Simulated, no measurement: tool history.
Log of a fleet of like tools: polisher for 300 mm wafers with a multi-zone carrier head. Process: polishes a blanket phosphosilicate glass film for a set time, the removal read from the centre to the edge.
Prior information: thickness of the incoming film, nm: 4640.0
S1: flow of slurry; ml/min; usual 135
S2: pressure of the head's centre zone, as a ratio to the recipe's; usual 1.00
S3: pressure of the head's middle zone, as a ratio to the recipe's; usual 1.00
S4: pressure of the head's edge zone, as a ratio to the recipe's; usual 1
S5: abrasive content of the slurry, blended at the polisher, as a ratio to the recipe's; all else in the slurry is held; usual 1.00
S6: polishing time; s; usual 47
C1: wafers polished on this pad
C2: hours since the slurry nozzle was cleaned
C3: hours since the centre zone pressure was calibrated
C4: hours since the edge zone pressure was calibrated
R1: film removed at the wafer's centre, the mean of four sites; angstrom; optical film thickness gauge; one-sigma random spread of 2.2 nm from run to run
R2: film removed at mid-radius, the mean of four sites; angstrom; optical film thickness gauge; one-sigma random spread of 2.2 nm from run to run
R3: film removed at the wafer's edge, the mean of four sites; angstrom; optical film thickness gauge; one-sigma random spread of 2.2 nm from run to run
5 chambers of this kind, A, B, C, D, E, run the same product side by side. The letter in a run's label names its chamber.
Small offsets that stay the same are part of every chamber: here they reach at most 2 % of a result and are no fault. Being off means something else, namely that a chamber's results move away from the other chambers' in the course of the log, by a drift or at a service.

run     day   S1    S2    S3  S4    S5  S6    C1     C2     C3      C4      R1      R2      R3
      0.546  -- chamber C: centre zone pressure recalibrated
 1D   0.633  135  1.00  1.00   1  1.00  47   850  366.9  375.6   189.9  3059.6  3064.4  3081.1
      1.062  -- chamber C: slurry nozzle cleaned
 2B   1.083  135  1.00  1.00   1  1.00  47   915   31.8  483.7   649.0  3092.6  3083.8  3110.0
      1.308  -- chamber E: worn pad replaced by a new one
 3E   1.483  135  1.00  1.00   1  1.00  47    63  198.1  200.2   755.6  3061.5  3079.5  3106.8
      1.612  -- chamber D: worn pad replaced by a new one
      1.788  -- chamber B: worn pad replaced by a new one
 4C   1.967  135  1.00  1.00   1  1.00  47   867   21.7   34.1   198.8  3108.2  3087.9  3094.2
 5A   2.592  135  1.00  1.00   1  1.00  54  1013  561.8  622.9   169.2  3557.7  3504.0  3512.7
 6B   2.950  135  1.00  1.00   1  1.00  54   421   76.6  528.5   693.8  3545.1  3543.0  3560.8
      3.183  -- chamber A: worn pad replaced by a new one
      3.304  -- chamber C: worn pad replaced by a new one
 7C   3.504  135  1.00  1.00   1  1.00  54    73   58.6   71.0   235.7  3597.3  3544.3  3531.3
 8E   4.092  135  1.00  1.00   1  1.00  54  1008  260.7  262.8   818.2  3549.3  3531.9  3520.0
 9D   4.417  135  1.00  1.00   1  1.00  54  1015  457.7  466.4   280.7  3479.0  3497.2  3496.3
      4.475  -- chamber E: worn pad replaced by a new one
      4.654  -- chamber D: worn pad replaced by a new one
      4.683  -- chamber E: slurry nozzle cleaned
10A   4.817  135  1.00  1.00   1  1.00  47   591  615.2  676.3   222.6  3087.7  3067.3  3089.6
11E   5.342  135  1.00  1.00   1  1.00  47   313   15.9  292.8   848.2  3120.5  3038.1  3070.7
      5.671  -- chamber B: worn pad replaced by a new one
      5.862  -- chamber D: centre zone pressure recalibrated
12D   5.912  135  1.00  1.00   1  1.00  47   456  493.6    1.2   316.6  3033.1  3086.5  3032.8
      6.354  -- chamber E: centre zone pressure recalibrated
13A   6.525  135  1.00  1.00   1  0.85  47  1210  656.2  717.3   263.6  2855.8  2842.6  2833.0
      6.875  -- chamber A: worn pad replaced by a new one
14C   7.008  135  1.00  1.00   1  0.85  47  1341  142.7  155.1   319.8  2847.3  2835.2  2828.0
      7.050  -- chamber C: worn pad replaced by a new one
15B   7.529  135  1.00  1.00   1  0.85  47   673  186.5  638.4   803.7  2823.5  2822.1  2860.9
      7.612  -- chamber E: worn pad replaced by a new one
      7.875  -- chamber D: slurry nozzle cleaned
      7.992  -- chamber D: worn pad replaced by a new one
      8.012  -- chamber B: centre zone pressure recalibrated
16A   8.058  135  1.00  1.00   1  0.85  47   428  693.0  754.1   300.4  2876.6  2862.3  2815.6
17D   8.629  135  1.00  1.00   1  0.85  47   231   18.2   66.4   381.8  2840.4  2860.1  2810.8
      8.962  -- chamber B: worn pad replaced by a new one
18E   9.050  135  1.00  1.00   1  1.00  47   521  104.9   64.7   937.2  3305.4  3060.5  3018.0
19C   9.442  135  1.00  1.00   1  1.00  47   865  201.1  213.5   378.2  3124.1  3104.8  3088.0
20B  10.075  135  1.07  1.08   1  1.00  47   403  247.6   49.5   864.8  3290.7  3330.7  3082.0
     10.450  -- chamber C: worn pad replaced by a new one
21E  10.500  135  1.07  1.08   1  1.00  47  1046  139.7   99.5   972.0  3555.7  3244.4  3035.9
     10.642  -- chamber E: worn pad replaced by a new one
     10.654  -- chamber A: worn pad replaced by a new one
22C  11.108  135  1.07  1.08   1  1.00  47   238  241.1  253.5   418.2  3352.1  3336.7  3152.5
     11.212  -- chamber D: worn pad replaced by a new one
23B  11.712  135  1.07  1.08   1  1.00  47   996  286.9   88.8   904.1  3295.4  3290.2  3031.6
24D  12.208  135  1.07  1.08   1  1.00  47   361  104.1  152.3   467.7  3263.1  3258.5  3041.2
25A  12.567  135  1.00  1.00   1  1.00  47   693  801.2  862.3   408.6  3050.7  3043.7  3084.0
     13.025  -- chamber B: worn pad replaced by a new one
26D  13.092  135  1.00  1.00   1  1.00  47   680  125.3  173.5   488.9  3021.7  3046.7  3074.7
     13.417  -- chamber B: edge zone pressure recalibrated
27E  13.446  135  1.00  1.00   1  1.00  47  1016  210.4  170.2  1042.7  3282.1  3065.1  3062.1
     13.817  -- chamber C: worn pad replaced by a new one
28A  13.825  135  1.00  1.00   1  1.00  47  1148  831.4  892.5   438.8  3081.5  2996.0  3062.7
     14.154  -- chamber E: worn pad replaced by a new one
29B  14.183  135  1.00  1.00   1  1.00  47   419  346.2  148.1    18.5  3072.1  3033.6  3095.4
30C  14.783  135  1.00  1.00   1  1.00  47   349  329.3  341.7   506.4  3082.0  3069.4  3121.0
31C  15.304  135  1.00  0.92   1  1.00  38   538  341.8  354.2   518.9  2511.1  2299.1  2482.3
32B  15.775  135  1.00  0.92   1  1.00  38   995  384.4  186.3    56.7  2481.3  2299.3  2523.3
33E  16.425  135  1.00  0.92   1  1.00  38   822  281.9  241.7  1114.2  2667.2  2257.0  2468.9

Next, all 5 chambers run the settings below, one line each with question marks for the results. What does each chamber give?
34A  16.904  135  1.06  1.00   1  1.00  47                   ?   ?   ?
34B  16.904  135  1.06  1.00   1  1.00  47                   ?   ?   ?
34C  16.904  135  1.06  1.00   1  1.00  47                   ?   ?   ?
34D  16.904  135  1.06  1.00   1  1.00  47                   ?   ?   ?
34E  16.904  135  1.06  1.00   1  1.00  47                   ?   ?   ?

run      R1      R2      R3
34A  3280.9  3000.5  3077.8
34B  3245.4  3094.8  3075.5
34C  3340.6  3033.8  3108.8
34D  3220.0  3034.8  3065.2
34E  3491.4  3063.0  3080.8
